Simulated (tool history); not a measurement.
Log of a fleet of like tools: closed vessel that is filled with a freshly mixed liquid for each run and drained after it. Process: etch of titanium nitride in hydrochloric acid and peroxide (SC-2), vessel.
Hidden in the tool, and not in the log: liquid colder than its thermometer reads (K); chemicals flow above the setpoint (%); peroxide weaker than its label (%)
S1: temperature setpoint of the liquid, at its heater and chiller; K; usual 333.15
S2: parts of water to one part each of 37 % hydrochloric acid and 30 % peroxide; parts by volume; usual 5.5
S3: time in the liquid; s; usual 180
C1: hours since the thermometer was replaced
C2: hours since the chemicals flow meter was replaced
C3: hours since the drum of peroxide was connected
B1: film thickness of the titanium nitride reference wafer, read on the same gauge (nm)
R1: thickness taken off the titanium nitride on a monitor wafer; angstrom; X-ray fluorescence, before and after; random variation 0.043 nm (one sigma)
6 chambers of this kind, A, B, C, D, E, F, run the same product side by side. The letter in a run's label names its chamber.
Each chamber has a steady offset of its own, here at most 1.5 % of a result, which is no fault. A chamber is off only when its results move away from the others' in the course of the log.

Run 1F, hour 5.3: usual settings; C1 321.3; C2 991.4; C3 308.7; B1 129.98. Result: R1 77.311 angstrom.
Run 2D, hour 12.6: usual settings; C1 368.2; C2 550.7; C3 766.5; B1 130.02. Result: R1 76.204 angstrom.
Run 3E, hour 19.6: usual settings; C1 1178.2; C2 797.3; C3 367.9; B1 130.03. Result: R1 77.183 angstrom.
Run 4C, hour 28: usual settings; C1 1245.3; C2 94.7; C3 387.9; B1 130. Result: R1 76.8 angstrom.
Run 5B, hour 35.2: usual settings; C1 444.6; C2 1068.6; C3 59.6; B1 130. Result: R1 77.496 angstrom.
Run 6A, hour 43.1: usual settings; C1 1674.9; C2 1144.1; C3 91.7; B1 130.02. Result: R1 77.035 angstrom.
Run 7A, hour 48.3: usual settings; C1 1680.1; C2 1149.3; C3 96.9; B1 130.01. Result: R1 76.952 angstrom.
Run 8F, hour 53.9: usual settings but S2 4.5 parts by volume, S3 100 s; C1 369.9; C2 1040; C3 357.3; B1 129.99. Result: R1 49.658 angstrom.
At hour 57.8: chamber E: new drum of peroxide connected.
Run 9D, hour 60.5: usual settings but S2 4.5 parts by volume, S3 100 s; C1 416.1; C2 598.6; C3 814.4; B1 129.99. Result: R1 48.422 angstrom.
At hour 66: chamber A: chemicals flow meter replaced.
Run 10E, hour 68.5: usual settings but S2 4.5 parts by volume, S3 100 s; C1 1227.1; C2 846.2; C3 10.8; B1 130.01. Result: R1 49.591 angstrom.
Run 11C, hour 77.8: usual settings but S2 4.5 parts by volume, S3 100 s; C1 1295.1; C2 144.5; C3 437.7; B1 129.99. Result: R1 49.613 angstrom.
Run 12B, hour 85.1: usual settings but S2 4.5 parts by volume, S3 100 s; C1 494.5; C2 1118.5; C3 109.5; B1 130.02. Result: R1 48.812 angstrom.
Run 13A, hour 91.6: usual settings but S2 4.5 parts by volume, S3 100 s; C1 1723.4; C2 25.7; C3 140.2; B1 130. Result: R1 48.738 angstrom.
Run 14F, hour 100.1: usual settings; C1 416.1; C2 1086.2; C3 403.5; B1 130. Result: R1 76.85 angstrom.
Run 15B, hour 109.5: usual settings; C1 518.9; C2 1142.9; C3 133.9; B1 130.01. Result: R1 76.285 angstrom.
Run 16C, hour 116.7: usual settings but S2 4 parts by volume; C1 1334; C2 183.4; C3 476.6; B1 129.99. Result: R1 94.649 angstrom.
Run 17E, hour 123.1: usual settings but S2 4 parts by volume; C1 1281.7; C2 900.8; C3 65.4; B1 130.01. Result: R1 96.21 angstrom.
Run 18D, hour 127.8: usual settings but S2 4 parts by volume; C1 483.4; C2 665.9; C3 881.7; B1 130.01. Result: R1 94.608 angstrom.
At hour 133.5: chamber C: new drum of peroxide connected.
Run 19E, hour 135.5: usual settings but S2 4 parts by volume; C1 1294.1; C2 913.2; C3 77.8; B1 129.98. Result: R1 97.073 angstrom.
Run 20A, hour 145.2: usual settings but S2 4 parts by volume; C1 1777; C2 79.3; C3 193.8; B1 130.01. Result: R1 94.058 angstrom.
Run 21F, hour 152.5: usual settings but S2 4 parts by volume; C1 468.5; C2 1138.6; C3 455.9; B1 130.01. Result: R1 96.486 angstrom.
Run 22B, hour 157.6: usual settings; C1 567; C2 1191; C3 182; B1 129.98. Result: R1 76.911 angstrom.
Run 23D, hour 164.6: usual settings but S3 225 s; C1 520.2; C2 702.7; C3 918.5; B1 130. Result: R1 93.539 angstrom.
Run 24C, hour 170.2: usual settings but S3 225 s; C1 1387.5; C2 236.9; C3 36.7; B1 129.98. Result: R1 95.629 angstrom.
Run 25D, hour 177.7: usual settings but S3 225 s; C1 533.3; C2 715.8; C3 931.6; B1 129.98. Result: R1 92.968 angstrom.
Run 26C, hour 183.7: usual settings but S3 225 s; C1 1401; C2 250.4; C3 50.2; B1 130.01. Result: R1 96.369 angstrom.
Run 27E, hour 190.4: usual settings but S3 225 s; C1 1349; C2 968.1; C3 132.7; B1 130. Result: R1 97.135 angstrom.
Run 28B, hour 200.2: usual settings but S3 225 s; C1 609.6; C2 1233.6; C3 224.6; B1 130. Result: R1 95.426 angstrom.
Run 29F, hour 208: usual settings; C1 524; C2 1194.1; C3 511.4; B1 130.01. Result: R1 77.164 angstrom.
Run 30A, hour 216.5: usual settings; C1 1848.3; C2 150.6; C3 265.1; B1 129.98. Result: R1 75.757 angstrom.
Run 31A, hour 223.6: usual settings; C1 1855.4; C2 157.7; C3 272.2; B1 130. Result: R1 75.725 angstrom.
At hour 228.9: chamber F: new drum of peroxide connected.
Run 32F, hour 233.3: usual settings; C1 549.3; C2 1219.4; C3 4.4; B1 130.02. Result: R1 76.747 angstrom.
Run 33B, hour 241.8: usual settings; C1 651.2; C2 1275.2; C3 266.2; B1 130.01. Result: R1 76.671 angstrom.
Run 34D, hour 251.9: usual settings; C1 607.5; C2 790; C3 1005.8; B1 130. Result: R1 73.507 angstrom.
Run 35C, hour 258.8: usual settings; C1 1476.1; C2 325.5; C3 125.3; B1 130. Result: R1 76.588 angstrom.
Run 36E, hour 267.3: usual settings; C1 1425.9; C2 1045; C3 209.6; B1 129.99. Result: R1 77.038 angstrom.
Run 37F, hour 271.9: usual settings; C1 587.9; C2 1258; C3 43; B1 130. Result: R1 77.601 angstrom.
Run 38C, hour 278.9: usual settings; C1 1496.2; C2 345.6; C3 145.4; B1 129.99. Result: R1 76.591 angstrom.
Run 39E, hour 285.3: usual settings; C1 1443.9; C2 1063; C3 227.6; B1 130. Result: R1 76.642 angstrom.
Run 40B, hour 295.1: usual settings; C1 704.5; C2 1328.5; C3 319.5; B1 130.02. Result: R1 76.616 angstrom.
Run 41A, hour 301.3: usual settings; C1 1933.1; C2 235.4; C3 349.9; B1 130.01. Result: R1 75.347 angstrom.
Run 42D, hour 308.5: usual settings; C1 664.1; C2 846.6; C3 1062.4; B1 130.02. Result: R1 72.633 angstrom.
Run 43B, hour 315.7: usual settings; C1 725.1; C2 1349.1; C3 340.1; B1 129.99. Result: R1 77.652 angstrom.

Next, every chamber runs the same settings. What will each give?
Run 44A, hour 322.9: usual settings. Result: R1 ?.
Run 44B, hour 322.9: usual settings. Result: R1 ?.
Run 44C, hour 322.9: usual settings. Result: R1 ?.
Run 44D, hour 322.9: usual settings. Result: R1 ?.
Run 44E, hour 322.9: usual settings. Result: R1 ?.
Run 44F, hour 322.9: usual settings. Result: R1 ?.

run      R1
44A  75.278
44B  76.686
44C  76.414
44D  72.187
44E  77.312
44F  76.988
